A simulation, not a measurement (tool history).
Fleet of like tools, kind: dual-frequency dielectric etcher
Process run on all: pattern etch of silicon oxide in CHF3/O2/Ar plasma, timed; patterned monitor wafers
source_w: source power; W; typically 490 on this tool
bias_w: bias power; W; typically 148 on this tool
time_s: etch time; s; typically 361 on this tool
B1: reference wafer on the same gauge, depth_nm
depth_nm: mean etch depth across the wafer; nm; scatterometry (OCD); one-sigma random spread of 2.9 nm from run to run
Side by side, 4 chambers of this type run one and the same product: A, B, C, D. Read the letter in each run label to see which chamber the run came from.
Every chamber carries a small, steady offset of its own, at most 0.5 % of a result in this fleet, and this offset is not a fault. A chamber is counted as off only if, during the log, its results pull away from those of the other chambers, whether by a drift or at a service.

run 1C hour=3.2 | source_w=490 bias_w=148 time_s=361 | B1=535.78 | depth_nm=613.63
run 2D hour=6.5 | source_w=490 bias_w=148 time_s=361 | B1=536.15 | depth_nm=616.54
run 3A hour=10 | source_w=490 bias_w=148 time_s=361 | B1=536.31 | depth_nm=616.11
run 4B hour=13.2 | source_w=490 bias_w=148 time_s=361 | B1=535.71 | depth_nm=626.02
run 5A hour=15.2 | source_w=490 bias_w=148 time_s=361 | B1=536.28 | depth_nm=618.69
run 6B hour=19.5 | source_w=490 bias_w=148 time_s=361 | B1=536.02 | depth_nm=617.76
run 7C hour=21.8 | source_w=490 bias_w=148 time_s=361 | B1=535.59 | depth_nm=615.73
run 8D hour=24.8 | source_w=490 bias_w=148 time_s=361 | B1=536.2 | depth_nm=616.01
run 9A hour=27.4 | source_w=490 bias_w=148 time_s=361 | B1=535.95 | depth_nm=623.72
run 10D hour=30.3 | source_w=490 bias_w=148 time_s=361 | B1=536.14 | depth_nm=615.07
run 11B hour=34.6 | source_w=530 bias_w=148 time_s=298 | B1=536.56 | depth_nm=525.28
run 12C hour=36.7 | source_w=530 bias_w=148 time_s=298 | B1=535.94 | depth_nm=522.16
run 13A hour=40.7 | source_w=530 bias_w=148 time_s=298 | B1=535.64 | depth_nm=526.73
run 14C hour=44 | source_w=530 bias_w=148 time_s=298 | B1=536.09 | depth_nm=527.76
run 15B hour=48.2 | source_w=490 bias_w=148 time_s=361 | B1=536.25 | depth_nm=618.62
-- hour=51.9 chamber B: wet clean of the chamber
run 16D hour=52 | source_w=490 bias_w=148 time_s=361 | B1=536.2 | depth_nm=617.74
run 17A hour=54 | source_w=490 bias_w=148 time_s=361 | B1=536.25 | depth_nm=625.64
run 18D hour=57.9 | source_w=490 bias_w=148 time_s=361 | B1=535.56 | depth_nm=614.65
run 19B hour=61.9 | source_w=490 bias_w=148 time_s=361 | B1=536.78 | depth_nm=620.88
run 20C hour=64.3 | source_w=490 bias_w=148 time_s=361 | B1=536.36 | depth_nm=621.35
run 21B hour=67.4 | source_w=490 bias_w=148 time_s=361 | B1=536.44 | depth_nm=620.57
run 22C hour=71.1 | source_w=490 bias_w=148 time_s=361 | B1=535.61 | depth_nm=616.88
run 23A hour=74.9 | source_w=490 bias_w=148 time_s=361 | B1=536.02 | depth_nm=633.23
run 24D hour=76.9 | source_w=490 bias_w=148 time_s=361 | B1=536.59 | depth_nm=615.03
run 25D hour=81.1 | source_w=490 bias_w=148 time_s=361 | B1=535.89 | depth_nm=612.97
run 26B hour=85.2 | source_w=490 bias_w=148 time_s=361 | B1=535.79 | depth_nm=616.98
run 27A hour=88.8 | source_w=490 bias_w=148 time_s=361 | B1=536.22 | depth_nm=641.9
run 28C hour=90.7 | source_w=490 bias_w=148 time_s=361 | B1=535.81 | depth_nm=611.94
run 29B hour=93 | source_w=490 bias_w=148 time_s=361 | B1=535.93 | depth_nm=620.73
run 30D hour=95.7 | source_w=490 bias_w=148 time_s=262 | B1=536.01 | depth_nm=447.77
run 31C hour=99.8 | source_w=490 bias_w=148 time_s=262 | B1=536.12 | depth_nm=447.7
run 32A hour=103.7 | source_w=490 bias_w=148 time_s=262 | B1=535.97 | depth_nm=467.86
run 33A hour=105.9 | source_w=490 bias_w=148 time_s=262 | B1=535.72 | depth_nm=466.35
run 34D hour=109.4 | source_w=490 bias_w=148 time_s=361 | B1=535.56 | depth_nm=621.41
run 35B hour=111.5 | source_w=490 bias_w=148 time_s=361 | B1=535.34 | depth_nm=625.29

For the next run the whole fleet of 4 chambers uses the same settings. Give each chamber's results:
run 36A hour=114.6 | source_w=490 bias_w=118 time_s=361 | depth_nm=?
run 36B hour=114.6 | source_w=490 bias_w=118 time_s=361 | depth_nm=?
run 36C hour=114.6 | source_w=490 bias_w=118 time_s=361 | depth_nm=?
run 36D hour=114.6 | source_w=490 bias_w=118 time_s=361 | depth_nm=?

run=36A depth_nm=601.14
run=36B depth_nm=571.83
run=36C depth_nm=575.4
run=36D depth_nm=569.68

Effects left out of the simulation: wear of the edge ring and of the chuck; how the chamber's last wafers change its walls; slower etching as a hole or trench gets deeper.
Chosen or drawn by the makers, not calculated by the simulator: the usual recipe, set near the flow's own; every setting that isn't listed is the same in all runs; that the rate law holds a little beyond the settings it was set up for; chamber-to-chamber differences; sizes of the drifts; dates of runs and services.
